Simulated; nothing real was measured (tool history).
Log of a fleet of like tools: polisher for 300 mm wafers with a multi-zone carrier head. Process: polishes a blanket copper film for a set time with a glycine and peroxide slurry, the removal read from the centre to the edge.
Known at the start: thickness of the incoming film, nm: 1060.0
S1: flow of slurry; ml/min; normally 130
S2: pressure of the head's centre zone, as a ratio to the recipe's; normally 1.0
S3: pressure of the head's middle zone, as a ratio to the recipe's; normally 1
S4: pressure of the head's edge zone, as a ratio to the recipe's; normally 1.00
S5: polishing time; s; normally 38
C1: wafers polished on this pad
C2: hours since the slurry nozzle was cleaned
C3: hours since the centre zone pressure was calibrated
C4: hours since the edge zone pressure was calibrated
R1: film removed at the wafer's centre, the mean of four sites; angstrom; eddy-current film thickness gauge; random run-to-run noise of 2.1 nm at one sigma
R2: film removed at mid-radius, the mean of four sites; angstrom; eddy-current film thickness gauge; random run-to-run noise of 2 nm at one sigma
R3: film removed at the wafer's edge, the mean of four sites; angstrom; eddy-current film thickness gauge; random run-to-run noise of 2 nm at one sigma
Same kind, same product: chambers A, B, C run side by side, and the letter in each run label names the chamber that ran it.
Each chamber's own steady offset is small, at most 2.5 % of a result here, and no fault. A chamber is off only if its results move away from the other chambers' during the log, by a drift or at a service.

run 1B day=0.338 | S1=130 S2=1.0 S3=1 S4=1.00 S5=38 | C1=1087 C2=270.1 C3=1339.0 C4=100.8 | R1=2085.5 R2=2173.6 R3=2120.2
run 2A day=0.833 | S1=130 S2=1.0 S3=1 S4=1.00 S5=38 | C1=521 C2=61.8 C3=259.4 C4=750.3 | R1=2112.5 R2=2105.6 R3=2172.3
-- day=1.308 chamber B: worn pad replaced by a new one
run 3C day=1.358 | S1=130 S2=1.0 S3=1 S4=1.00 S5=38 | C1=604 C2=726.9 C3=355.1 C4=1131.0 | R1=2117.1 R2=2060.2 R3=2147.7
run 4A day=1.671 | S1=130 S2=1.0 S3=1 S4=1.00 S5=38 | C1=766 C2=81.9 C3=279.5 C4=770.4 | R1=2136.3 R2=2108.0 R3=2166.4
run 5C day=2.258 | S1=170 S2=0.9 S3=1 S4=1.00 S5=38 | C1=868 C2=748.5 C3=376.7 C4=1152.6 | R1=1988.8 R2=2261.4 R3=2193.9
-- day=2.733 chamber C: worn pad replaced by a new one
run 6B day=2.825 | S1=170 S2=0.9 S3=1 S4=1.00 S5=38 | C1=444 C2=329.8 C3=1398.7 C4=160.5 | R1=1948.6 R2=2291.7 R3=2180.0
-- day=3.262 chamber A: worn pad replaced by a new one
run 7B day=3.333 | S1=170 S2=0.9 S3=1 S4=1.00 S5=38 | C1=593 C2=342.0 C3=1410.9 C4=172.7 | R1=1947.6 R2=2282.8 R3=2207.5
run 8C day=3.683 | S1=130 S2=1.0 S3=1 S4=1.00 S5=38 | C1=279 C2=782.7 C3=410.9 C4=1186.8 | R1=2143.6 R2=2097.7 R3=2186.6
run 9A day=4.100 | S1=130 S2=1.0 S3=1 S4=1.00 S5=38 | C1=245 C2=140.2 C3=337.8 C4=828.7 | R1=2124.4 R2=2137.7 R3=2165.4
-- day=4.179 chamber A: centre zone pressure recalibrated
run 10A day=4.488 | S1=130 S2=1.0 S3=1 S4=1.00 S5=38 | C1=359 C2=149.5 C3=7.5 C4=838.0 | R1=2118.9 R2=2128.7 R3=2200.9
-- day=4.758 chamber C: slurry nozzle cleaned
run 11C day=5.042 | S1=130 S2=0.9 S3=1 S4=1.00 S5=44 | C1=677 C2=6.8 C3=443.5 C4=1219.4 | R1=2181.7 R2=2391.1 R3=2483.6
run 12B day=5.471 | S1=130 S2=0.9 S3=1 S4=1.00 S5=44 | C1=1220 C2=393.3 C3=1462.2 C4=224.0 | R1=2155.0 R2=2515.2 R3=2510.7
-- day=5.838 chamber B: worn pad replaced by a new one
run 13C day=5.933 | S1=130 S2=0.9 S3=1 S4=1.00 S5=44 | C1=938 C2=28.2 C3=464.9 C4=1240.8 | R1=2165.3 R2=2470.1 R3=2537.2
-- day=6.046 chamber B: centre zone pressure recalibrated
-- day=6.150 chamber C: worn pad replaced by a new one
-- day=6.554 chamber A: edge zone pressure recalibrated
run 14B day=6.558 | S1=130 S2=1.0 S3=1 S4=1.00 S5=38 | C1=211 C2=419.4 C3=12.4 C4=250.1 | R1=2103.8 R2=2139.0 R3=2143.8
run 15A day=6.912 | S1=130 S2=1.0 S3=1 S4=1.00 S5=38 | C1=1069 C2=207.7 C3=65.7 C4=8.6 | R1=2130.2 R2=2108.9 R3=2166.6
run 16C day=7.450 | S1=130 S2=1.0 S3=1 S4=1.00 S5=38 | C1=381 C2=64.6 C3=501.3 C4=1277.2 | R1=2106.8 R2=2122.7 R3=2134.4
run 17B day=7.888 | S1=130 S2=1.0 S3=1 S4=1.00 S5=38 | C1=600 C2=451.3 C3=44.3 C4=282.0 | R1=2074.2 R2=2122.3 R3=2099.7
-- day=8.208 chamber A: worn pad replaced by a new one
run 18A day=8.462 | S1=160 S2=1.0 S3=1 S4=1.00 S5=33 | C1=74 C2=244.9 C3=102.9 C4=45.8 | R1=1923.4 R2=1947.2 R3=1952.3
run 19A day=8.992 | S1=160 S2=1.0 S3=1 S4=1.00 S5=33 | C1=229 C2=257.6 C3=115.6 C4=58.5 | R1=1952.5 R2=1912.6 R3=1895.9
-- day=9.000 chamber C: worn pad replaced by a new one
run 20C day=9.429 | S1=160 S2=1.0 S3=1 S4=1.00 S5=33 | C1=126 C2=112.1 C3=548.8 C4=1324.7 | R1=1924.6 R2=1933.1 R3=1923.1
-- day=9.596 chamber B: worn pad replaced by a new one
run 21B day=9.967 | S1=130 S2=1.0 S3=1 S4=1.00 S5=38 | C1=109 C2=501.2 C3=94.2 C4=331.9 | R1=2015.6 R2=2075.7 R3=2058.1
run 22C day=10.388 | S1=130 S2=1.0 S3=1 S4=1.00 S5=38 | C1=406 C2=135.1 C3=571.8 C4=1347.7 | R1=2109.3 R2=2113.9 R3=2115.6
run 23A day=10.804 | S1=130 S2=1.0 S3=1 S4=1.00 S5=38 | C1=760 C2=301.1 C3=159.1 C4=102.0 | R1=2148.5 R2=2093.4 R3=2161.1
run 24B day=11.300 | S1=130 S2=1.0 S3=1 S4=1.00 S5=38 | C1=499 C2=533.2 C3=126.2 C4=363.9 | R1=1992.2 R2=2067.4 R3=2050.0
-- day=11.612 chamber C: worn pad replaced by a new one
run 25B day=11.812 | S1=130 S2=1.0 S3=1 S4=1.00 S5=38 | C1=649 C2=545.5 C3=138.5 C4=376.2 | R1=2004.5 R2=2057.3 R3=2077.2
run 26C day=12.471 | S1=130 S2=1.0 S3=1 S4=1.00 S5=38 | C1=251 C2=185.1 C3=621.8 C4=1397.7 | R1=2146.4 R2=2096.3 R3=2158.6
run 27A day=12.800 | S1=130 S2=1.0 S3=1 S4=1.00 S5=38 | C1=1345 C2=349.0 C3=207.0 C4=149.9 | R1=2132.4 R2=2061.7 R3=2140.6
-- day=13.121 chamber A: worn pad replaced by a new one
run 28A day=13.179 | S1=130 S2=1.0 S3=1 S4=1.00 S5=38 | C1=17 C2=358.1 C3=216.1 C4=159.0 | R1=2136.4 R2=2120.9 R3=2139.3
-- day=13.258 chamber B: worn pad replaced by a new one
-- day=13.317 chamber C: centre zone pressure recalibrated
-- day=13.325 chamber C: edge zone pressure recalibrated
run 29C day=13.646 | S1=130 S2=1.0 S3=1 S4=1.00 S5=38 | C1=595 C2=213.3 C3=8.0 C4=7.8 | R1=2133.6 R2=2125.3 R3=2138.9
run 30B day=14.088 | S1=130 S2=1.0 S3=1 S4=1.00 S5=38 | C1=243 C2=600.1 C3=193.1 C4=430.8 | R1=1955.7 R2=2034.9 R3=2026.2
run 31A day=14.638 | S1=130 S2=1.0 S3=1 S4=0.88 S5=51 | C1=444 C2=393.1 C3=251.1 C4=194.0 | R1=2868.3 R2=2884.9 R3=2797.9
run 32B day=15.229 | S1=130 S2=1.0 S3=1 S4=0.88 S5=51 | C1=578 C2=627.5 C3=220.5 C4=458.2 | R1=2576.5 R2=2665.5 R3=2548.6

Is one chamber out of step, is the gauge drifting, or do the chambers differ by no more than their own small offsets? For an off chamber, give its letter and the likeliest cause.

It is chamber B that slowly wanders off from its peers.
What lies behind it: slurry flow missing at the pad, % = 29.

Here are 4 candidates for chamber B's next run, each the usual settings with a change, their results left as question marks. Which one brings its results back in line with what the others give on the usual settings?
In line means no further than this from the other chambers' mean on the usual settings: R1 73.0 angstrom; R2 69.0 angstrom; R3 72.0 angstrom
run 33B-1 day=15.708 | S1=135 S2=1.03 S3=0.99 S4=0.99 S5=41 | R1=? R2=? R3=?
run 33B-2 day=15.708 | S1=125 S2=0.97 S3=1.01 S4=1.00 S5=36 | R1=? R2=? R3=?
run 33B-3 day=15.708 | S1=140 S2=1.05 S3=0.99 S4=0.99 S5=42 | R1=? R2=? R3=?
run 33B-4 day=15.708 | S1=120 S2=0.95 S3=1.01 S4=1.01 S5=34 | R1=? R2=? R3=?

The mean the other chambers reach with the usual settings: R1 2124.0 angstrom; R2 2115.2 angstrom; R3 2153.8 angstrom
run=33B-1 R1=2146.6 R2=2142.4 R3=2169.4
run=33B-2 R1=1717.3 R2=1873.3 R3=1885.7
run=33B-3 R1=2273.0 R2=2216.9 R3=2237.7
run=33B-4 R1=1561.2 R2=1746.9 R3=1775.4
33B-1 brings the chamber back in line.
